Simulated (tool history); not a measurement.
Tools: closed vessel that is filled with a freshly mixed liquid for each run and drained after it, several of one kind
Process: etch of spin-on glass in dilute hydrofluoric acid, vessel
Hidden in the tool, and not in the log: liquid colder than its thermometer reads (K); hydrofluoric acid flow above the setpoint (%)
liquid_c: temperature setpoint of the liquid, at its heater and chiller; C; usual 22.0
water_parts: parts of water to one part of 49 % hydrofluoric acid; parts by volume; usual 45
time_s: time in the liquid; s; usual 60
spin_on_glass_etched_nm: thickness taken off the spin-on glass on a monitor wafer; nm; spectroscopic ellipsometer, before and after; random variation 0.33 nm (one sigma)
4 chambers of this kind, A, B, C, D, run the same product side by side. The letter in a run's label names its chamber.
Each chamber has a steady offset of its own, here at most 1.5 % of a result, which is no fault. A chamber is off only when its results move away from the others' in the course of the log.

run,hour,liquid_c,water_parts,time_s,hours since the thermometer was replaced,hours since the hydrofluoric acid flow meter was replaced,"read-back film thickness of the spin-on glass reference wafer, read on the same gauge (nm)",spin_on_glass_etched_nm
1A,8.3,22.0,45,60,176.6,1526.6,30.002,55.915
2C,18.4,22.0,45,60,992.6,744.6,29.985,56.896
3B,26.8,22.0,45,60,655.6,114.1,29.994,55.766
4D,37.0,22.0,45,60,1458.2,549.4,29.993,56.504
5D,43.3,22.0,45,60,1464.5,555.7,30.007,57.098
6B,52.8,22.0,45,60,681.6,140.1,29.972,55.926
7C,64.6,22.0,35,90,1038.8,790.8,30.027,109.550
8A,71.9,22.0,35,90,240.2,1590.2,30.005,108.520
9B,83.3,22.0,35,90,712.1,170.6,30.009,111.140
10A,90.0,22.0,35,90,258.3,1608.3,30.001,108.770
11C,101.7,22.0,40,60,1075.9,827.9,30.020,63.587
12D,111.5,22.0,40,60,1532.7,623.9,29.999,64.176
13A,121.5,22.0,40,60,289.8,1639.8,29.960,63.687
14B,133.1,22.0,40,60,761.9,220.4,30.024,63.664
15C,141.6,22.0,45,60,1115.8,867.8,30.017,57.066
16D,151.6,22.0,45,60,1572.8,664.0,30.013,56.822
17A,163.4,22.0,45,60,331.7,1681.7,30.031,55.314
18B,174.7,22.0,45,60,803.5,262.0,30.003,55.916
19D,183.3,22.0,45,60,1604.5,695.7,29.985,56.773
20C,190.6,22.0,45,60,1164.8,916.8,29.981,56.735
21C,197.3,22.0,45,60,1171.5,923.5,29.985,57.225
22D,208.2,22.0,45,60,1629.4,720.6,30.009,57.306
23A,214.9,22.0,45,60,383.2,1733.2,29.990,55.482
# hour 220.0: chamber B: thermometer replaced
24B,222.3,22.0,45,60,2.4,309.6,29.982,56.638
25D,234.0,22.0,45,60,1655.2,746.4,29.994,56.743
26C,243.4,22.0,45,60,1217.6,969.6,30.020,57.316
27A,254.8,22.0,55,60,423.1,1773.1,29.988,44.702
28B,264.3,22.0,55,60,44.4,351.6,29.994,45.357
# hour 271.2: chamber D: thermometer replaced
29A,272.2,22.0,55,60,440.5,1790.5,30.006,44.442
30C,281.3,22.0,55,60,1255.5,1007.5,30.012,47.094
31B,289.2,26.5,60,60,69.3,376.5,29.989,49.904
32D,297.0,26.5,60,60,25.8,809.4,30.001,50.361
33A,308.5,26.5,60,60,476.8,1826.8,30.011,49.009
34C,319.2,26.5,60,60,1293.4,1045.4,29.991,52.057
35D,326.5,22.0,45,60,55.3,838.9,30.016,57.028
36B,332.6,22.0,45,60,112.7,419.9,30.009,56.244
37C,339.9,22.0,45,60,1314.1,1066.1,29.992,59.316
38D,349.3,22.0,45,60,78.1,861.7,29.971,56.948
39B,356.9,22.0,45,60,137.0,444.2,29.984,56.193
40A,368.2,17.5,30,60,536.5,1886.5,30.003,70.852
41C,376.7,17.5,30,60,1350.9,1102.9,29.975,74.737
42B,386.0,17.5,30,60,166.1,473.3,30.027,71.125

What goes on in this fleet: one chamber off, a drifting gauge, or nothing beyond the chambers' own small offsets? Name the chamber and the cause, if any.

Chamber C drifts away from the others.
Cause: hydrofluoric acid flow above the setpoint (%) = 5.06.
The log may not tell that from: liquid hotter than its thermometer reads (K).

Here are 4 candidates for chamber C's next run, each the usual settings with a change, their results left as question marks. Which one brings its results back in line with what the others give on the usual settings?
In line means no further than this from the other chambers' mean on the usual settings: spin_on_glass_etched_nm 1.200 nm
43C-1,394.7,23.5,45,60,,,,?
43C-2,394.7,22.5,45,60,,,,?
43C-3,394.7,21.5,45,60,,,,?
43C-4,394.7,20.5,45,60,,,,?

The other chambers' mean on the usual settings: spin_on_glass_etched_nm 56.273 nm
run,spin_on_glass_etched_nm
43C-1,63.416
43C-2,60.850
43C-3,58.345
43C-4,55.949
43C-4 brings the chamber back in line.

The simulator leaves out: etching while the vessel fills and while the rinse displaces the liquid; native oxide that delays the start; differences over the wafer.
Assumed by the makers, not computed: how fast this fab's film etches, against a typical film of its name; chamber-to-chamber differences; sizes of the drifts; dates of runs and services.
